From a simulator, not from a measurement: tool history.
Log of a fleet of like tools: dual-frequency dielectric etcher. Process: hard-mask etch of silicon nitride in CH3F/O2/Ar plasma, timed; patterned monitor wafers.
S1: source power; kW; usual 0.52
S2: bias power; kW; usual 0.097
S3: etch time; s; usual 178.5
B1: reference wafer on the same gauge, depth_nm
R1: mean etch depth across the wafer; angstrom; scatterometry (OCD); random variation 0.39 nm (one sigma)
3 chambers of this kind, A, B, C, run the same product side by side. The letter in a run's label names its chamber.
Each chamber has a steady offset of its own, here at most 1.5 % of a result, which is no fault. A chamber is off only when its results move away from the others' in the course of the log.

{"run": "1B", "day": 0.158, "S1": 0.52, "S2": 0.097, "S3": 178.5, "B1": 133.99, "R1": 1519.4}
{"run": "2A", "day": 0.3, "S1": 0.52, "S2": 0.097, "S3": 178.5, "B1": 133.98, "R1": 1541.2}
{"run": "3C", "day": 0.458, "S1": 0.52, "S2": 0.097, "S3": 178.5, "B1": 134.06, "R1": 1515}
{"run": "4A", "day": 0.579, "S1": 0.52, "S2": 0.097, "S3": 178.5, "B1": 134.01, "R1": 1535.1}
{"run": "5B", "day": 0.717, "S1": 0.52, "S2": 0.097, "S3": 178.5, "B1": 134.1, "R1": 1533.2}
{"run": "6C", "day": 0.933, "S1": 0.52, "S2": 0.097, "S3": 178.5, "B1": 133.99, "R1": 1513.2}
{"run": "7C", "day": 1.154, "S1": 0.52, "S2": 0.097, "S3": 178.5, "B1": 134.06, "R1": 1513.3}
{"run": "8B", "day": 1.346, "S1": 0.52, "S2": 0.097, "S3": 178.5, "B1": 133.98, "R1": 1521.8}
{"run": "9A", "day": 1.575, "S1": 0.52, "S2": 0.097, "S3": 178.5, "B1": 133.9, "R1": 1539}
{"run": "10C", "day": 1.717, "S1": 0.52, "S2": 0.097, "S3": 178.5, "B1": 133.95, "R1": 1509.9}
{"run": "11A", "day": 1.958, "S1": 0.52, "S2": 0.097, "S3": 178.5, "B1": 134.04, "R1": 1539.7}
{"run": "12B", "day": 2.133, "S1": 0.52, "S2": 0.097, "S3": 178.5, "B1": 133.97, "R1": 1524.3}
{"run": "13C", "day": 2.275, "S1": 0.52, "S2": 0.097, "S3": 178.5, "B1": 133.9, "R1": 1506.5}
{"run": "14A", "day": 2.45, "S1": 0.52, "S2": 0.097, "S3": 178.5, "B1": 134.04, "R1": 1540.8}
{"run": "15B", "day": 2.654, "S1": 0.52, "S2": 0.097, "S3": 178.5, "B1": 134.09, "R1": 1517.9}
{"run": "16B", "day": 2.808, "S1": 0.52, "S2": 0.097, "S3": 178.5, "B1": 133.95, "R1": 1528.4}
{"run": "17A", "day": 3.033, "S1": 0.52, "S2": 0.097, "S3": 178.5, "B1": 133.95, "R1": 1540.1}
{"run": "18C", "day": 3.179, "S1": 0.52, "S2": 0.097, "S3": 178.5, "B1": 133.99, "R1": 1511.5}
{"run": "19B", "day": 3.325, "S1": 0.52, "S2": 0.097, "S3": 178.5, "B1": 133.97, "R1": 1519.6}
{"run": "20C", "day": 3.546, "S1": 0.52, "S2": 0.097, "S3": 178.5, "B1": 133.98, "R1": 1520.7}
{"day": 3.612, "done": "chamber B: wet clean of the chamber"}
{"run": "21A", "day": 3.725, "S1": 0.52, "S2": 0.097, "S3": 178.5, "B1": 134.02, "R1": 1540.9}
{"run": "22A", "day": 3.838, "S1": 0.52, "S2": 0.097, "S3": 178.5, "B1": 133.92, "R1": 1545.9}
{"run": "23C", "day": 4.058, "S1": 0.52, "S2": 0.097, "S3": 178.5, "B1": 134.01, "R1": 1511.2}
{"run": "24B", "day": 4.258, "S1": 0.52, "S2": 0.097, "S3": 178.5, "B1": 133.94, "R1": 1505.6}
{"run": "25B", "day": 4.417, "S1": 0.52, "S2": 0.097, "S3": 178.5, "B1": 134.01, "R1": 1506.8}
{"run": "26C", "day": 4.533, "S1": 0.52, "S2": 0.097, "S3": 162.5, "B1": 134.06, "R1": 1375.9}
{"run": "27A", "day": 4.696, "S1": 0.52, "S2": 0.097, "S3": 162.5, "B1": 134.04, "R1": 1398.8}
{"run": "28B", "day": 4.908, "S1": 0.52, "S2": 0.097, "S3": 162.5, "B1": 134.01, "R1": 1372.3}
{"run": "29C", "day": 5.05, "S1": 0.52, "S2": 0.097, "S3": 178.5, "B1": 133.9, "R1": 1514.5}
{"run": "30A", "day": 5.283, "S1": 0.52, "S2": 0.097, "S3": 178.5, "B1": 134.05, "R1": 1536.6}
{"run": "31A", "day": 5.504, "S1": 0.47, "S2": 0.097, "S3": 195, "B1": 133.98, "R1": 1618.9}
{"run": "32B", "day": 5.621, "S1": 0.47, "S2": 0.097, "S3": 195, "B1": 133.96, "R1": 1578.3}

Is one chamber off against the others, does the gauge drift, or is nothing wrong? If a chamber is off, say which, and what the likeliest cause is.

Chamber B drifts away from the others.
Cause: source power that arrives under what is set, % = 4.17.
The log may not tell that from: bias power that arrives under what is set, %.

Here are 4 candidates for chamber B's next run, each the usual settings with a change, their results left as question marks. Which one brings its results back in line with what the others give on the usual settings?
In line means no further than this from the other chambers' mean on the usual settings: R1 13 angstrom
{"run": "33B-1", "day": 5.8, "S1": 0.55, "S2": 0.097, "S3": 178.5, "R1": "?"}
{"run": "33B-2", "day": 5.8, "S1": 0.52, "S2": 0.098, "S3": 185, "R1": "?"}
{"run": "33B-3", "day": 5.8, "S1": 0.52, "S2": 0.097, "S3": 175.5, "R1": "?"}
{"run": "33B-4", "day": 5.8, "S1": 0.52, "S2": 0.097, "S3": 171.5, "R1": "?"}

The other chambers' mean on the usual settings: R1 1526.1 angstrom
run=33B-1 R1=1531.6
run=33B-2 R1=1560.3
run=33B-3 R1=1474.8
run=33B-4 R1=1441.1
33B-1 brings the chamber back in line.

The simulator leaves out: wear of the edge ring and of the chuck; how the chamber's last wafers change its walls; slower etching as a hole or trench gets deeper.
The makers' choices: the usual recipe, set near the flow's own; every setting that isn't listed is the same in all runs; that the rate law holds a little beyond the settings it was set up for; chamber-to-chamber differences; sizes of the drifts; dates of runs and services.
